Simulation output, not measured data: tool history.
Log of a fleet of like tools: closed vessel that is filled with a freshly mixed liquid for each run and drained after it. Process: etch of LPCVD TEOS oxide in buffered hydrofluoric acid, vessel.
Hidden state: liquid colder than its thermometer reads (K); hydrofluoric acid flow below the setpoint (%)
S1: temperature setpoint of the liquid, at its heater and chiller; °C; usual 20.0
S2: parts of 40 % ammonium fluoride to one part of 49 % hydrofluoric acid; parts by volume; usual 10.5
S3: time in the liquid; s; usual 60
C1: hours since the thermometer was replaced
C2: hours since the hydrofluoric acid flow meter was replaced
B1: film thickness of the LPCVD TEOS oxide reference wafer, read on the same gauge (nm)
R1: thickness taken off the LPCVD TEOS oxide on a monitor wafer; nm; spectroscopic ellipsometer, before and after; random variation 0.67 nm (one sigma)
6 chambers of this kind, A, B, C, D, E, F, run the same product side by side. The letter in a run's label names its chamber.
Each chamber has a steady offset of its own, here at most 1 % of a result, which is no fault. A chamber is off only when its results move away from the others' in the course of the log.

Run 1E, hour 4.8: usual settings; C1 602.4; C2 272.6; B1 30.041. Result: R1 86.984 nm.
Run 2F, hour 10.2: usual settings; C1 837.9; C2 1310.8; B1 30.002. Result: R1 87.166 nm.
Run 3D, hour 13.6: usual settings; C1 1344.8; C2 1721.9; B1 30.008. Result: R1 85.025 nm.
Run 4B, hour 19.7: usual settings; C1 1212.2; C2 2084.3; B1 29.975. Result: R1 87.321 nm.
Run 5A, hour 25.9: usual settings; C1 100.2; C2 468.2; B1 29.985. Result: R1 87.987 nm.
At hour 28.5: chamber C: hydrofluoric acid flow meter replaced.
Run 6C, hour 31.8: usual settings; C1 692.0; C2 3.3; B1 29.980. Result: R1 86.018 nm.
Run 7F, hour 36.4: usual settings but S1 17.0 °C; C1 864.1; C2 1337.0; B1 30.036. Result: R1 73.989 nm.
Run 8E, hour 41.9: usual settings but S1 17.0 °C; C1 639.5; C2 309.7; B1 30.023. Result: R1 73.422 nm.
Run 9A, hour 47.2: usual settings but S1 17.0 °C; C1 121.5; C2 489.5; B1 30.033. Result: R1 73.482 nm.
Run 10D, hour 51.8: usual settings but S1 17.0 °C; C1 1383.0; C2 1760.1; B1 30.006. Result: R1 74.146 nm.
Run 11B, hour 55.6: usual settings but S1 17.0 °C; C1 1248.1; C2 2120.2; B1 30.003. Result: R1 74.082 nm.
Run 12C, hour 59.6: usual settings but S1 17.0 °C; C1 719.8; C2 31.1; B1 30.015. Result: R1 73.430 nm.
Run 13A, hour 66.0: usual settings; C1 140.3; C2 508.3; B1 30.007. Result: R1 87.034 nm.
Run 14C, hour 71.4: usual settings; C1 731.6; C2 42.9; B1 30.016. Result: R1 86.901 nm.
At hour 71.9: chamber A: hydrofluoric acid flow meter replaced.
Run 15B, hour 75.5: usual settings; C1 1268.0; C2 2140.1; B1 30.024. Result: R1 87.594 nm.
At hour 78.9: chamber B: thermometer replaced.
Run 16E, hour 81.3: usual settings but S3 80 s; C1 678.9; C2 349.1; B1 29.996. Result: R1 114.220 nm.
Run 17F, hour 87.4: usual settings but S3 80 s; C1 915.1; C2 1388.0; B1 30.016. Result: R1 116.300 nm.
Run 18D, hour 91.3: usual settings but S3 80 s; C1 1422.5; C2 1799.6; B1 30.015. Result: R1 115.100 nm.
Run 19B, hour 96.1: usual settings but S3 80 s; C1 17.3; C2 2160.7; B1 30.046. Result: R1 116.330 nm.
Run 20E, hour 100.9: usual settings but S3 80 s; C1 698.5; C2 368.7; B1 30.022. Result: R1 113.350 nm.
Run 21A, hour 106.1: usual settings but S3 80 s; C1 180.4; C2 34.3; B1 29.992. Result: R1 116.120 nm.
Run 22D, hour 111.4: usual settings; C1 1442.6; C2 1819.7; B1 30.034. Result: R1 87.263 nm.
Run 23F, hour 117.9: usual settings; C1 945.6; C2 1418.5; B1 29.984. Result: R1 86.941 nm.
Run 24C, hour 122.9: usual settings; C1 783.1; C2 94.4; B1 30.020. Result: R1 86.650 nm.
Run 25B, hour 128.7: usual settings; C1 49.9; C2 2193.3; B1 29.997. Result: R1 86.338 nm.
Run 26F, hour 132.3: usual settings; C1 960.0; C2 1432.9; B1 30.008. Result: R1 86.616 nm.
Run 27D, hour 137.4: usual settings; C1 1468.6; C2 1845.7; B1 30.002. Result: R1 86.308 nm.
Run 28E, hour 143.2: usual settings; C1 740.8; C2 411.0; B1 29.990. Result: R1 82.447 nm.
Run 29A, hour 148.4: usual settings; C1 222.7; C2 76.6; B1 29.964. Result: R1 88.825 nm.
Run 30C, hour 154.9: usual settings but S2 12.5 parts by volume, S3 35 s; C1 815.1; C2 126.4; B1 30.038. Result: R1 42.556 nm.
Run 31D, hour 159.3: usual settings but S2 12.5 parts by volume, S3 35 s; C1 1490.5; C2 1867.6; B1 29.961. Result: R1 42.341 nm.
Run 32E, hour 163.2: usual settings but S2 12.5 parts by volume, S3 35 s; C1 760.8; C2 431.0; B1 30.006. Result: R1 40.270 nm.
Run 33B, hour 167.3: usual settings but S2 12.5 parts by volume, S3 35 s; C1 88.5; C2 2231.9; B1 29.993. Result: R1 42.497 nm.
Run 34F, hour 172.2: usual settings but S2 12.5 parts by volume, S3 35 s; C1 999.9; C2 1472.8; B1 30.006. Result: R1 42.238 nm.
Run 35C, hour 176.0: usual settings but S2 12.5 parts by volume, S3 35 s; C1 836.2; C2 147.5; B1 29.999. Result: R1 42.269 nm.
Run 36A, hour 179.2: usual settings but S1 23.5 °C, S3 70 s; C1 253.5; C2 107.4; B1 29.976. Result: R1 125.770 nm.
Run 37B, hour 182.3: usual settings but S1 23.5 °C, S3 70 s; C1 103.5; C2 2246.9; B1 29.984. Result: R1 123.310 nm.
Run 38C, hour 188.4: usual settings but S1 23.5 °C, S3 70 s; C1 848.6; C2 159.9; B1 30.017. Result: R1 124.000 nm.
Run 39D, hour 191.4: usual settings but S1 23.5 °C, S3 70 s; C1 1522.6; C2 1899.7; B1 30.018. Result: R1 121.390 nm.
Run 40E, hour 195.5: usual settings but S1 23.5 °C, S3 70 s; C1 793.1; C2 463.3; B1 29.993. Result: R1 112.740 nm.
Run 41F, hour 199.4: usual settings but S1 23.5 °C, S3 70 s; C1 1027.1; C2 1500.0; B1 30.044. Result: R1 122.820 nm.
Run 42A, hour 205.7: usual settings; C1 280.0; C2 133.9; B1 29.973. Result: R1 87.535 nm.

Next, every chamber runs the same settings. What will each give?
Run 43A, hour 210.5: usual settings. Result: R1 ?.
Run 43B, hour 210.5: usual settings. Result: R1 ?.
Run 43C, hour 210.5: usual settings. Result: R1 ?.
Run 43D, hour 210.5: usual settings. Result: R1 ?.
Run 43E, hour 210.5: usual settings. Result: R1 ?.
Run 43F, hour 210.5: usual settings. Result: R1 ?.

run      R1
43A  87.426
43B  87.530
43C  87.028
43D  86.067
43E  79.127
43F  87.759
